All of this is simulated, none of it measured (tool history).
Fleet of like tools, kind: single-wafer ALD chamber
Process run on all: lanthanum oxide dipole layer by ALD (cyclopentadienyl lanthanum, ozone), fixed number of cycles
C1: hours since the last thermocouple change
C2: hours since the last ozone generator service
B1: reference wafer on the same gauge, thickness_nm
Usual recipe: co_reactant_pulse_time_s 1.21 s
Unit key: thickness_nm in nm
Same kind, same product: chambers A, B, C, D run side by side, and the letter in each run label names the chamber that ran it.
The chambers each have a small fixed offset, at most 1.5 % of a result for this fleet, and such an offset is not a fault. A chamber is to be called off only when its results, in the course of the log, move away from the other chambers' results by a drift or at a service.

run 1B day=0.412 | co_reactant_pulse_time_s=1.21 | C1=100.2 C2=405.0 | B1=0.50503 | thickness_nm=0.52418
run 2C day=0.817 | co_reactant_pulse_time_s=1.21 | C1=412.3 C2=1204.3 | B1=0.50497 | thickness_nm=0.52522
run 3D day=1.133 | co_reactant_pulse_time_s=1.21 | C1=526.0 C2=367.8 | B1=0.50477 | thickness_nm=0.52875
run 4A day=1.533 | co_reactant_pulse_time_s=1.21 | C1=1496.4 C2=1079.2 | B1=0.50470 | thickness_nm=0.51916
run 5A day=1.950 | co_reactant_pulse_time_s=1.21 | C1=1506.4 C2=1089.2 | B1=0.50465 | thickness_nm=0.52105
run 6C day=2.375 | co_reactant_pulse_time_s=1.53 | C1=449.7 C2=1241.7 | B1=0.50474 | thickness_nm=0.54951
run 7B day=2.850 | co_reactant_pulse_time_s=1.53 | C1=158.7 C2=463.5 | B1=0.50454 | thickness_nm=0.54881
run 8D day=3.425 | co_reactant_pulse_time_s=1.53 | C1=581.0 C2=422.8 | B1=0.50459 | thickness_nm=0.55327
run 9C day=3.796 | co_reactant_pulse_time_s=1.53 | C1=483.8 C2=1275.8 | B1=0.50452 | thickness_nm=0.54941
run 10B day=4.054 | co_reactant_pulse_time_s=0.97 | C1=187.6 C2=492.4 | B1=0.50455 | thickness_nm=0.49131
run 11D day=4.367 | co_reactant_pulse_time_s=0.97 | C1=603.6 C2=445.4 | B1=0.50443 | thickness_nm=0.49669
run 12A day=4.754 | co_reactant_pulse_time_s=0.97 | C1=1573.7 C2=1156.5 | B1=0.50430 | thickness_nm=0.48902
run 13D day=5.062 | co_reactant_pulse_time_s=0.97 | C1=620.3 C2=462.1 | B1=0.50436 | thickness_nm=0.49605
run 14C day=5.321 | co_reactant_pulse_time_s=1.59 | C1=520.4 C2=1312.4 | B1=0.50420 | thickness_nm=0.55134
run 15B day=5.725 | co_reactant_pulse_time_s=1.59 | C1=227.7 C2=532.5 | B1=0.50418 | thickness_nm=0.55088
run 16A day=6.004 | co_reactant_pulse_time_s=1.59 | C1=1603.7 C2=1186.5 | B1=0.50433 | thickness_nm=0.54650
run 17A day=6.408 | co_reactant_pulse_time_s=1.59 | C1=1613.4 C2=1196.2 | B1=0.50413 | thickness_nm=0.54625
run 18C day=6.912 | co_reactant_pulse_time_s=1.21 | C1=558.6 C2=1350.6 | B1=0.50400 | thickness_nm=0.52453
run 19B day=7.342 | co_reactant_pulse_time_s=1.21 | C1=266.5 C2=571.3 | B1=0.50392 | thickness_nm=0.52282
run 20D day=7.604 | co_reactant_pulse_time_s=0.96 | C1=681.3 C2=523.1 | B1=0.50405 | thickness_nm=0.49408
run 21B day=8.083 | co_reactant_pulse_time_s=0.96 | C1=284.3 C2=589.1 | B1=0.50397 | thickness_nm=0.48875
run 22C day=8.654 | co_reactant_pulse_time_s=0.96 | C1=600.4 C2=1392.4 | B1=0.50395 | thickness_nm=0.49264
run 23A day=9.150 | co_reactant_pulse_time_s=0.96 | C1=1679.2 C2=1262.0 | B1=0.50373 | thickness_nm=0.48709
run 24D day=9.571 | co_reactant_pulse_time_s=1.21 | C1=728.5 C2=570.3 | B1=0.50379 | thickness_nm=0.52661
run 25C day=9.900 | co_reactant_pulse_time_s=1.21 | C1=630.3 C2=1422.3 | B1=0.50374 | thickness_nm=0.52472
run 26D day=10.496 | co_reactant_pulse_time_s=1.21 | C1=750.7 C2=592.5 | B1=0.50351 | thickness_nm=0.52663
run 27A day=10.850 | co_reactant_pulse_time_s=1.21 | C1=1720.0 C2=1302.8 | B1=0.50346 | thickness_nm=0.51963
run 28B day=11.325 | co_reactant_pulse_time_s=1.21 | C1=362.1 C2=666.9 | B1=0.50347 | thickness_nm=0.52266
run 29B day=11.662 | co_reactant_pulse_time_s=1.21 | C1=370.2 C2=675.0 | B1=0.50334 | thickness_nm=0.52251
run 30C day=11.950 | co_reactant_pulse_time_s=1.21 | C1=679.5 C2=1471.5 | B1=0.50339 | thickness_nm=0.52345
run 31D day=12.533 | co_reactant_pulse_time_s=1.21 | C1=799.6 C2=641.4 | B1=0.50332 | thickness_nm=0.52690
run 32A day=13.021 | co_reactant_pulse_time_s=1.21 | C1=1772.1 C2=1354.9 | B1=0.50323 | thickness_nm=0.51809
run 33C day=13.483 | co_reactant_pulse_time_s=0.86 | C1=716.3 C2=1508.3 | B1=0.50318 | thickness_nm=0.47351
run 34B day=14.071 | co_reactant_pulse_time_s=0.86 | C1=428.0 C2=732.8 | B1=0.50315 | thickness_nm=0.46870
run 35A day=14.346 | co_reactant_pulse_time_s=0.86 | C1=1803.9 C2=1386.7 | B1=0.50316 | thickness_nm=0.46668
run 36D day=14.683 | co_reactant_pulse_time_s=0.86 | C1=851.2 C2=693.0 | B1=0.50298 | thickness_nm=0.47588
-- day=14.800 chamber A: ozone generator serviced
run 37D day=14.962 | co_reactant_pulse_time_s=0.89 | C1=857.9 C2=699.7 | B1=0.50292 | thickness_nm=0.48091
run 38A day=15.267 | co_reactant_pulse_time_s=0.89 | C1=1826.0 C2=11.3 | B1=0.50305 | thickness_nm=0.47285
run 39C day=15.858 | co_reactant_pulse_time_s=0.89 | C1=773.3 C2=1565.3 | B1=0.50274 | thickness_nm=0.47874

For the next run the whole fleet of 4 chambers uses the same settings. Give each chamber's results:
run 40A day=16.288 | co_reactant_pulse_time_s=1.53 | thickness_nm=?
run 40B day=16.288 | co_reactant_pulse_time_s=1.53 | thickness_nm=?
run 40C day=16.288 | co_reactant_pulse_time_s=1.53 | thickness_nm=?
run 40D day=16.288 | co_reactant_pulse_time_s=1.53 | thickness_nm=?

run=40A thickness_nm=0.54266
run=40B thickness_nm=0.54601
run=40C thickness_nm=0.54643
run=40D thickness_nm=0.55072
